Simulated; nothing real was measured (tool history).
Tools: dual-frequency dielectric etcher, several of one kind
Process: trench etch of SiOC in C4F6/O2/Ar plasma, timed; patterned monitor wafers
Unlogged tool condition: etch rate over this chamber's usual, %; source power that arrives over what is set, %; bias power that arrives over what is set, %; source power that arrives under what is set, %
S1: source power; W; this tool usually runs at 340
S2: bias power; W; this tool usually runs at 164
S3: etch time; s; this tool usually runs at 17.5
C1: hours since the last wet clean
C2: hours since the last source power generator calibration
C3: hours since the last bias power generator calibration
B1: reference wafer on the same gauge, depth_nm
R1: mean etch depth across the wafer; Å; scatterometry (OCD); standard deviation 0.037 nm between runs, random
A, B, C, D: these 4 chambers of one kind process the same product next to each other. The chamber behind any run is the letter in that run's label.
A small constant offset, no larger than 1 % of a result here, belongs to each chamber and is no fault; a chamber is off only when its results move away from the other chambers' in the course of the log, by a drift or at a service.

run 1A hour=10.2 | S1=340 S2=164 S3=17.5 | C1=136.4 C2=1679.7 C3=2204.5 | B1=33.896 | R1=328.20
run 2B hour=22.6 | S1=340 S2=164 S3=17.5 | C1=253.7 C2=781.9 C3=3190.2 | B1=33.881 | R1=329.64
run 3D hour=33.7 | S1=340 S2=164 S3=17.5 | C1=282.1 C2=163.2 C3=326.1 | B1=33.874 | R1=332.68
run 4C hour=42.7 | S1=340 S2=164 S3=17.5 | C1=453.6 C2=413.0 C3=640.1 | B1=33.895 | R1=332.61
run 5B hour=49.1 | S1=340 S2=164 S3=17.5 | C1=280.2 C2=808.4 C3=3216.7 | B1=33.875 | R1=328.42
run 6C hour=60.7 | S1=340 S2=164 S3=17.5 | C1=471.6 C2=431.0 C3=658.1 | B1=33.873 | R1=332.72
run 7A hour=67.0 | S1=340 S2=164 S3=17.5 | C1=193.2 C2=1736.5 C3=2261.3 | B1=33.865 | R1=327.85
run 8D hour=76.2 | S1=340 S2=164 S3=17.5 | C1=324.6 C2=205.7 C3=368.6 | B1=33.858 | R1=331.77
run 9C hour=83.9 | S1=340 S2=164 S3=17.5 | C1=494.8 C2=454.2 C3=681.3 | B1=33.862 | R1=331.41
run 10D hour=97.0 | S1=340 S2=164 S3=17.5 | C1=345.4 C2=226.5 C3=389.4 | B1=33.843 | R1=332.26
run 11B hour=104.8 | S1=340 S2=164 S3=17.5 | C1=335.9 C2=864.1 C3=3272.4 | B1=33.848 | R1=327.94
run 12A hour=113.6 | S1=340 S2=164 S3=14.5 | C1=239.8 C2=1783.1 C3=2307.9 | B1=33.848 | R1=271.57
run 13D hour=123.3 | S1=340 S2=164 S3=14.5 | C1=371.7 C2=252.8 C3=415.7 | B1=33.831 | R1=275.21
run 14B hour=129.9 | S1=340 S2=164 S3=14.5 | C1=361.0 C2=889.2 C3=3297.5 | B1=33.843 | R1=271.78
run 15C hour=137.5 | S1=340 S2=164 S3=14.5 | C1=548.4 C2=507.8 C3=734.9 | B1=33.832 | R1=274.93
run 16A hour=147.4 | S1=340 S2=164 S3=17.5 | C1=273.6 C2=1816.9 C3=2341.7 | B1=33.825 | R1=327.55
run 17A hour=156.9 | S1=340 S2=164 S3=17.5 | C1=283.1 C2=1826.4 C3=2351.2 | B1=33.813 | R1=327.69
run 18D hour=164.7 | S1=340 S2=164 S3=17.5 | C1=413.1 C2=294.2 C3=457.1 | B1=33.819 | R1=331.82
run 19B hour=176.4 | S1=290 S2=164 S3=19.0 | C1=407.5 C2=935.7 C3=3344.0 | B1=33.819 | R1=334.72
run 20C hour=189.3 | S1=290 S2=164 S3=19.0 | C1=600.2 C2=559.6 C3=786.7 | B1=33.809 | R1=338.43
-- hour=192.1 chamber D: wet clean of the chamber
run 21B hour=196.7 | S1=290 S2=164 S3=19.0 | C1=427.8 C2=956.0 C3=3364.3 | B1=33.805 | R1=333.85
run 22D hour=204.7 | S1=290 S2=164 S3=19.0 | C1=12.7 C2=334.2 C3=497.1 | B1=33.797 | R1=338.84
run 23C hour=216.6 | S1=340 S2=164 S3=17.5 | C1=627.5 C2=586.9 C3=814.0 | B1=33.801 | R1=331.20
run 24A hour=229.9 | S1=340 S2=164 S3=17.5 | C1=356.1 C2=1899.4 C3=2424.2 | B1=33.792 | R1=327.24
run 25A hour=240.4 | S1=340 S2=164 S3=17.5 | C1=366.6 C2=1909.9 C3=2434.7 | B1=33.778 | R1=327.76
-- hour=247.7 chamber C: wet clean of the chamber
run 26B hour=247.9 | S1=340 S2=164 S3=17.5 | C1=479.0 C2=1007.2 C3=3415.5 | B1=33.782 | R1=327.64
run 27C hour=261.5 | S1=340 S2=164 S3=17.5 | C1=13.9 C2=631.8 C3=858.9 | B1=33.776 | R1=330.88
-- hour=263.4 chamber B: wet clean of the chamber
run 28D hour=271.9 | S1=340 S2=164 S3=17.5 | C1=79.9 C2=401.4 C3=564.3 | B1=33.771 | R1=331.13
run 29A hour=284.0 | S1=340 S2=164 S3=17.5 | C1=410.2 C2=1953.5 C3=2478.3 | B1=33.757 | R1=327.83
-- hour=290.6 chamber B: bias power generator calibrated
run 30B hour=291.2 | S1=340 S2=185 S3=17.5 | C1=27.9 C2=1050.5 C3=0.6 | B1=33.757 | R1=340.55
run 31C hour=298.7 | S1=340 S2=185 S3=17.5 | C1=51.1 C2=669.0 C3=896.1 | B1=33.757 | R1=343.56
run 32D hour=309.3 | S1=340 S2=185 S3=17.5 | C1=117.3 C2=438.8 C3=601.7 | B1=33.745 | R1=344.25
run 33A hour=317.9 | S1=340 S2=185 S3=17.5 | C1=444.1 C2=1987.4 C3=2512.2 | B1=33.746 | R1=340.40

All 4 chambers run these settings next. Forecast each chamber's results:
run 34A hour=327.7 | S1=340 S2=164 S3=17.5 | R1=?
run 34B hour=327.7 | S1=340 S2=164 S3=17.5 | R1=?
run 34C hour=327.7 | S1=340 S2=164 S3=17.5 | R1=?
run 34D hour=327.7 | S1=340 S2=164 S3=17.5 | R1=?

run=34A R1=327.06
run=34B R1=326.46
run=34C R1=330.91
run=34D R1=331.34
